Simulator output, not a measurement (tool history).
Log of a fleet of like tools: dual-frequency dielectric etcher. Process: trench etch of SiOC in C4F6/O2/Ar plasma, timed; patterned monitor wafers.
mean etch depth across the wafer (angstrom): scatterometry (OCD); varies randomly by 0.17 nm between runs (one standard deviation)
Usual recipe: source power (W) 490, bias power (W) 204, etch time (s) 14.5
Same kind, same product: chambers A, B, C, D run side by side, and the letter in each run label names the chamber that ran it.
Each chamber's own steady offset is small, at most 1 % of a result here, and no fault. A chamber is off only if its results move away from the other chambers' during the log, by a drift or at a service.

| run | hour | source power (W) | bias power (W) | etch time (s) | hours since the last wet clean | hours since the last source power generator calibration | hours since the last bias power generator calibration | read-back reference wafer on the same gauge, depth_nm | mean etch depth across the wafer (angstrom) |
|---|---|---|---|---|---|---|---|---|---|
| 1D | 3.4 | 490 | 204 | 14.5 | 420.1 | 1384.4 | 1202.7 | 39.640 | 336.34 |
| 2C | 6.4 | 490 | 204 | 14.5 | 62.6 | 318.6 | 1414.3 | 39.604 | 341.42 |
| 3B | 10.2 | 490 | 204 | 14.5 | 209.8 | 1531.6 | 1957.7 | 39.627 | 337.25 |
| 4A | 12.6 | 490 | 204 | 14.5 | 265.1 | 774.0 | 620.5 | 39.638 | 336.31 |
| 5C | 14.7 | 490 | 204 | 14.5 | 70.9 | 326.9 | 1422.6 | 39.542 | 343.62 |
| 6A | 19.1 | 490 | 204 | 14.5 | 271.6 | 780.5 | 627.0 | 39.598 | 337.68 |
| 7D | 23.4 | 490 | 204 | 14.5 | 440.1 | 1404.4 | 1222.7 | 39.608 | 340.13 |
| 8B | 27.7 | 490 | 204 | 14.5 | 227.3 | 1549.1 | 1975.2 | 39.586 | 337.49 |
| 9B | 32.0 | 490 | 204 | 14.5 | 231.6 | 1553.4 | 1979.5 | 39.648 | 335.50 |
| 10C | 34.1 | 490 | 204 | 14.5 | 90.3 | 346.3 | 1442.0 | 39.566 | 342.73 |
| 11A | 38.3 | 490 | 204 | 14.5 | 290.8 | 799.7 | 646.2 | 39.575 | 333.83 |
| 12D | 41.2 | 490 | 204 | 14.5 | 457.9 | 1422.2 | 1240.5 | 39.588 | 336.77 |
| 13A | 43.8 | 490 | 204 | 14.5 | 296.3 | 805.2 | 651.7 | 39.609 | 336.69 |
| 14C | 47.9 | 440 | 204 | 17.0 | 104.1 | 360.1 | 1455.8 | 39.601 | 382.33 |
| 15D | 51.0 | 440 | 204 | 17.0 | 467.7 | 1432.0 | 1250.3 | 39.643 | 381.40 |
| 16B | 54.7 | 440 | 204 | 17.0 | 254.3 | 1576.1 | 2002.2 | 39.630 | 377.23 |
| 17A | 57.2 | 440 | 204 | 17.0 | 309.7 | 818.6 | 665.1 | 39.578 | 380.23 |
| 18D | 60.5 | 490 | 204 | 14.5 | 477.2 | 1441.5 | 1259.8 | 39.675 | 336.66 |
| 19B | 62.7 | 490 | 164 | 11.0 | 262.3 | 1584.1 | 2010.2 | 39.631 | 239.38 |
| 20C | 65.8 | 490 | 164 | 11.0 | 122.0 | 378.0 | 1473.7 | 39.635 | 240.44 |
|  | 67.6 | chamber D: wet clean of the chamber |
| 21D | 70.0 | 490 | 164 | 11.0 | 2.5 | 1451.0 | 1269.3 | 39.609 | 224.98 |
| 22A | 74.2 | 490 | 164 | 11.0 | 326.7 | 835.6 | 682.1 | 39.633 | 239.24 |
| 23B | 78.7 | 490 | 204 | 14.5 | 278.3 | 1600.1 | 2026.2 | 39.579 | 336.10 |
| 24C | 82.2 | 490 | 204 | 14.5 | 138.4 | 394.4 | 1490.1 | 39.566 | 341.29 |
| 25C | 86.1 | 490 | 204 | 14.5 | 142.3 | 398.3 | 1494.0 | 39.572 | 339.89 |
| 26D | 88.7 | 490 | 204 | 14.5 | 21.2 | 1469.7 | 1288.0 | 39.597 | 320.69 |
| 27B | 92.6 | 490 | 204 | 14.5 | 292.2 | 1614.0 | 2040.1 | 39.573 | 337.86 |
| 28A | 97.0 | 490 | 204 | 14.5 | 349.5 | 858.4 | 704.9 | 39.612 | 336.02 |
| 29C | 101.4 | 490 | 204 | 14.5 | 157.6 | 413.6 | 1509.3 | 39.607 | 344.37 |
| 30A | 105.0 | 490 | 204 | 14.5 | 357.5 | 866.4 | 712.9 | 39.628 | 339.59 |
| 31B | 107.2 | 490 | 204 | 14.5 | 306.8 | 1628.6 | 2054.7 | 39.613 | 335.50 |
| 32D | 110.6 | 490 | 204 | 14.5 | 43.1 | 1491.6 | 1309.9 | 39.577 | 318.99 |
| 33D | 113.2 | 490 | 204 | 14.5 | 45.7 | 1494.2 | 1312.5 | 39.576 | 321.82 |
| 34C | 116.6 | 490 | 204 | 14.5 | 172.8 | 428.8 | 1524.5 | 39.557 | 341.00 |
| 35B | 118.7 | 490 | 204 | 14.5 | 318.3 | 1640.1 | 2066.2 | 39.567 | 336.21 |
| 36A | 120.7 | 490 | 204 | 14.5 | 373.2 | 882.1 | 728.6 | 39.613 | 340.14 |
| 37A | 123.3 | 490 | 204 | 14.5 | 375.8 | 884.7 | 731.2 | 39.584 | 338.16 |
| 38B | 126.5 | 490 | 204 | 18.5 | 326.1 | 1647.9 | 2074.0 | 39.549 | 427.60 |
| 39D | 129.3 | 490 | 204 | 18.5 | 61.8 | 1510.3 | 1328.6 | 39.541 | 409.90 |
| 40C | 133.5 | 490 | 204 | 18.5 | 189.7 | 445.7 | 1541.4 | 39.634 | 429.63 |

Does one chamber stand apart from the rest, does the shared gauge drift, or is all well apart from small per-chamber offsets? Give the chamber and the most likely cause, where there is one.

Chamber D came out of a service off from its peers and stayed that way.
What lies behind it: etch rate under this chamber's usual, % = 5.3.

Here are 4 candidates for chamber D's next run, each the usual settings with a change, their results left as question marks. Which one brings its results back in line with what the others give on the usual settings?
Maximum distance from the other chambers' mean on the usual settings for a result to count as in line: mean etch depth across the wafer (angstrom) 6.00
| 41D-1 | 136.7 | 430 | 182 | 14.5 |  |  |  |  | ? |
| 41D-2 | 136.7 | 560 | 204 | 14.5 |  |  |  |  | ? |
| 41D-3 | 136.7 | 560 | 228 | 14.5 |  |  |  |  | ? |
| 41D-4 | 136.7 | 490 | 169 | 14.5 |  |  |  |  | ? |

What the other chambers average on the usual settings: mean etch depth across the wafer (angstrom) 338.29
| run | mean etch depth across the wafer (angstrom) |
|---|---|
| 41D-1 | 293.29 |
| 41D-2 | 337.31 |
| 41D-3 | 349.65 |
| 41D-4 | 301.66 |
41D-2 brings the chamber back in line.
